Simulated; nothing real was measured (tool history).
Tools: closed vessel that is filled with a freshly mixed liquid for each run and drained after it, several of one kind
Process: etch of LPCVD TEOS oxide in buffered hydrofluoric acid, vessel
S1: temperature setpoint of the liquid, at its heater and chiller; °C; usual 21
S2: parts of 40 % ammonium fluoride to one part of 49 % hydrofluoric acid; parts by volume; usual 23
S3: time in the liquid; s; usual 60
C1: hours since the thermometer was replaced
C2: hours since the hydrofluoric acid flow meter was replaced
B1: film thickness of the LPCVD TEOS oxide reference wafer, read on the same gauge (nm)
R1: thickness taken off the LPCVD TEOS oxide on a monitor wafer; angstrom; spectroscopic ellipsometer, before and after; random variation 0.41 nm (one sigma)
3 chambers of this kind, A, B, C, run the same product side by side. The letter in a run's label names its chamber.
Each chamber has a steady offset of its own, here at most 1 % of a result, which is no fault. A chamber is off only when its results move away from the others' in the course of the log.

-- hour=1.5 chamber B: hydrofluoric acid flow meter replaced
run 1A hour=11.2 | S1=21 S2=23 S3=60 | C1=733.5 C2=416.5 | B1=90.031 | R1=792.47
run 2C hour=23.5 | S1=21 S2=23 S3=60 | C1=372.6 C2=1267.5 | B1=90.035 | R1=797.02
run 3B hour=30.1 | S1=21 S2=23 S3=60 | C1=32.7 C2=28.7 | B1=89.965 | R1=803.66
-- hour=37.2 chamber A: thermometer replaced
run 4B hour=41.1 | S1=21 S2=23 S3=60 | C1=43.7 C2=39.7 | B1=90.002 | R1=808.52
run 5C hour=48.4 | S1=21 S2=23 S3=60 | C1=397.5 C2=1292.4 | B1=90.033 | R1=801.87
run 6A hour=58.9 | S1=21 S2=23 S3=60 | C1=21.8 C2=464.2 | B1=90.02 | R1=783.67
run 7A hour=68.4 | S1=21 S2=23 S3=60 | C1=31.3 C2=473.7 | B1=89.986 | R1=785.98
run 8C hour=74 | S1=21 S2=23 S3=60 | C1=423.1 C2=1318 | B1=89.986 | R1=801.81
run 9B hour=81.2 | S1=21 S2=23 S3=60 | C1=83.8 C2=79.8 | B1=90.032 | R1=800.45
run 10B hour=88.9 | S1=21 S2=23 S3=60 | C1=91.5 C2=87.5 | B1=90.035 | R1=802.17
run 11A hour=95.6 | S1=21 S2=23 S3=60 | C1=58.5 C2=500.9 | B1=89.99 | R1=787.39
run 12C hour=103.8 | S1=21 S2=23 S3=60 | C1=452.9 C2=1347.8 | B1=89.975 | R1=795.63
run 13A hour=110.6 | S1=21 S2=23 S3=60 | C1=73.5 C2=515.9 | B1=90.008 | R1=774.67
run 14C hour=119.3 | S1=21 S2=23 S3=60 | C1=468.4 C2=1363.3 | B1=90.041 | R1=800.78
run 15B hour=124.9 | S1=21 S2=23 S3=60 | C1=127.5 C2=123.5 | B1=90.001 | R1=807.82
run 16B hour=132.6 | S1=21 S2=23 S3=60 | C1=135.2 C2=131.2 | B1=89.979 | R1=817.11
run 17C hour=145 | S1=21 S2=23 S3=60 | C1=494.1 C2=1389 | B1=89.997 | R1=796.04
run 18A hour=152.7 | S1=24 S2=23 S3=45 | C1=115.6 C2=558 | B1=90.036 | R1=680.6
run 19B hour=160 | S1=24 S2=23 S3=45 | C1=162.6 C2=158.6 | B1=89.995 | R1=717.82
run 20A hour=170.4 | S1=24 S2=23 S3=45 | C1=133.3 C2=575.7 | B1=90.008 | R1=684.81
run 21C hour=177.3 | S1=21 S2=23 S3=60 | C1=526.4 C2=1421.3 | B1=90.028 | R1=796.77
run 22A hour=186.9 | S1=21 S2=23 S3=60 | C1=149.8 C2=592.2 | B1=90.067 | R1=768.62
run 23C hour=197.8 | S1=21 S2=23 S3=60 | C1=546.9 C2=1441.8 | B1=90.002 | R1=792.98
run 24B hour=210.3 | S1=21 S2=23 S3=60 | C1=212.9 C2=208.9 | B1=90.046 | R1=806.41
run 25B hour=216.5 | S1=21 S2=23 S3=60 | C1=219.1 C2=215.1 | B1=90.005 | R1=806.84
run 26A hour=227 | S1=21 S2=23 S3=60 | C1=189.9 C2=632.3 | B1=90.022 | R1=754.03
run 27C hour=237 | S1=21 S2=23 S3=60 | C1=586.1 C2=1481 | B1=89.998 | R1=798.65
run 28B hour=245.5 | S1=21 S2=23 S3=60 | C1=248.1 C2=244.1 | B1=89.985 | R1=806.01
run 29A hour=257.2 | S1=21 S2=23 S3=60 | C1=220.1 C2=662.5 | B1=89.959 | R1=748.57
run 30C hour=267.9 | S1=21 S2=23 S3=60 | C1=617 C2=1511.9 | B1=90.036 | R1=797.07
run 31B hour=274.3 | S1=21 S2=23 S3=60 | C1=276.9 C2=272.9 | B1=89.995 | R1=803.85

All 3 chambers run these settings next. Forecast each chamber's results:
run 32A hour=283.4 | S1=21 S2=23 S3=60 | R1=?
run 32B hour=283.4 | S1=21 S2=23 S3=60 | R1=?
run 32C hour=283.4 | S1=21 S2=23 S3=60 | R1=?

run=32A R1=752.11
run=32B R1=808.45
run=32C R1=795.33
